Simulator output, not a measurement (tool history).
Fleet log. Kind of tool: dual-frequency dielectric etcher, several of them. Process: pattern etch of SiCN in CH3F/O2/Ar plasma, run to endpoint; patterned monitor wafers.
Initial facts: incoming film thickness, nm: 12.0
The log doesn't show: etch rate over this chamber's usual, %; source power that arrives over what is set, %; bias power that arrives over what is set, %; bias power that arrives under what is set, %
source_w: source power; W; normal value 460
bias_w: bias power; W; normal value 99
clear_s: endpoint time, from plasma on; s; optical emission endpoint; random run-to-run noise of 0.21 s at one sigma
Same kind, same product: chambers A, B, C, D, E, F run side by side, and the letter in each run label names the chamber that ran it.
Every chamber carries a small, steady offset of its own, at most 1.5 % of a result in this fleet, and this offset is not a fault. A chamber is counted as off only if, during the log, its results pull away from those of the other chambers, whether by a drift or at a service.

| run | hour | source_w | bias_w | hours since the last wet clean | hours since the last source power generator calibration | hours since the last bias power generator calibration | clear_s |
|---|---|---|---|---|---|---|---|
| 1D | 4.3 | 460 | 99 | 37.2 | 594.1 | 1643.6 | 26.974 |
| 2B | 9.5 | 460 | 99 | 111.3 | 4665.3 | 1207.8 | 27.349 |
| 3E | 12.6 | 460 | 99 | 386.7 | 3240.7 | 679.8 | 26.879 |
| 4F | 16.6 | 460 | 99 | 50.5 | 565.5 | 1416.2 | 27.101 |
| 5A | 20.9 | 460 | 99 | 262.3 | 35.6 | 4781.1 | 27.395 |
| 6C | 24.3 | 460 | 99 | 141.7 | 1035.9 | 3405.7 | 26.895 |
| 7A | 29.9 | 460 | 99 | 271.3 | 44.6 | 4790.1 | 27.110 |
| 8B | 34.2 | 460 | 99 | 136.0 | 4690.0 | 1232.5 | 26.960 |
| 9D | 37.3 | 460 | 99 | 70.2 | 627.1 | 1676.6 | 27.016 |
| 10E | 40.7 | 460 | 99 | 414.8 | 3268.8 | 707.9 | 26.857 |
| 11C | 44.2 | 460 | 99 | 161.6 | 1055.8 | 3425.6 | 27.333 |
| 12F | 50.1 | 460 | 99 | 84.0 | 599.0 | 1449.7 | 26.929 |
| 13C | 53.9 | 460 | 99 | 171.3 | 1065.5 | 3435.3 | 26.969 |
| 14A | 57.6 | 460 | 99 | 299.0 | 72.3 | 4817.8 | 27.344 |
| 15B | 63.1 | 460 | 99 | 164.9 | 4718.9 | 1261.4 | 27.447 |
| 16E | 68.3 | 550 | 117 | 442.4 | 3296.4 | 735.5 | 24.051 |
| 17D | 71.7 | 550 | 117 | 104.6 | 661.5 | 1711.0 | 23.674 |
|  | 72.5 | chamber B: source power generator calibrated |
| 18F | 75.3 | 550 | 117 | 109.2 | 624.2 | 1474.9 | 23.696 |
| 19A | 80.6 | 550 | 117 | 322.0 | 95.3 | 4840.8 | 23.464 |
| 20F | 83.9 | 550 | 117 | 117.8 | 632.8 | 1483.5 | 23.732 |
| 21B | 87.3 | 550 | 117 | 189.1 | 14.8 | 1285.6 | 24.424 |
| 22E | 92.6 | 460 | 99 | 466.7 | 3320.7 | 759.8 | 26.930 |
| 23C | 98.4 | 460 | 99 | 215.8 | 1110.0 | 3479.8 | 27.257 |
| 24D | 103.4 | 460 | 99 | 136.3 | 693.2 | 1742.7 | 27.162 |
| 25F | 107.9 | 550 | 90 | 141.8 | 656.8 | 1507.5 | 26.320 |
| 26C | 111.8 | 550 | 90 | 229.2 | 1123.4 | 3493.2 | 26.021 |
| 27D | 117.7 | 550 | 90 | 150.6 | 707.5 | 1757.0 | 26.211 |
| 28B | 122.9 | 550 | 90 | 224.7 | 50.4 | 1321.2 | 26.151 |
| 29E | 127.7 | 550 | 90 | 501.8 | 3355.8 | 794.9 | 26.306 |
| 30A | 130.6 | 550 | 90 | 372.0 | 145.3 | 4890.8 | 26.185 |
| 31F | 135.0 | 460 | 99 | 168.9 | 683.9 | 1534.6 | 27.256 |
| 32D | 139.3 | 460 | 99 | 172.2 | 729.1 | 1778.6 | 26.882 |
| 33C | 142.3 | 460 | 99 | 259.7 | 1153.9 | 3523.7 | 26.921 |
| 34A | 145.7 | 460 | 99 | 387.1 | 160.4 | 4905.9 | 27.549 |
| 35E | 149.5 | 460 | 99 | 523.6 | 3377.6 | 816.7 | 27.377 |
| 36B | 153.4 | 460 | 99 | 255.2 | 80.9 | 1351.7 | 27.393 |
| 37A | 156.1 | 460 | 99 | 397.5 | 170.8 | 4916.3 | 26.878 |
| 38E | 159.5 | 460 | 99 | 533.6 | 3387.6 | 826.7 | 26.748 |
| 39D | 164.1 | 460 | 99 | 197.0 | 753.9 | 1803.4 | 27.707 |
| 40F | 168.4 | 460 | 99 | 202.3 | 717.3 | 1568.0 | 26.856 |
| 41C | 173.3 | 460 | 99 | 290.7 | 1184.9 | 3554.7 | 26.947 |

Predict what each chamber gives when all 6 of them run the settings below next.
| 42A | 177.6 | 460 | 99 |  |  |  | ? |
| 42B | 177.6 | 460 | 99 |  |  |  | ? |
| 42C | 177.6 | 460 | 99 |  |  |  | ? |
| 42D | 177.6 | 460 | 99 |  |  |  | ? |
| 42E | 177.6 | 460 | 99 |  |  |  | ? |
| 42F | 177.6 | 460 | 99 |  |  |  | ? |

| run | clear_s |
|---|---|
| 42A | 27.047 |
| 42B | 27.076 |
| 42C | 27.008 |
| 42D | 27.265 |
| 42E | 27.410 |
| 42F | 27.048 |

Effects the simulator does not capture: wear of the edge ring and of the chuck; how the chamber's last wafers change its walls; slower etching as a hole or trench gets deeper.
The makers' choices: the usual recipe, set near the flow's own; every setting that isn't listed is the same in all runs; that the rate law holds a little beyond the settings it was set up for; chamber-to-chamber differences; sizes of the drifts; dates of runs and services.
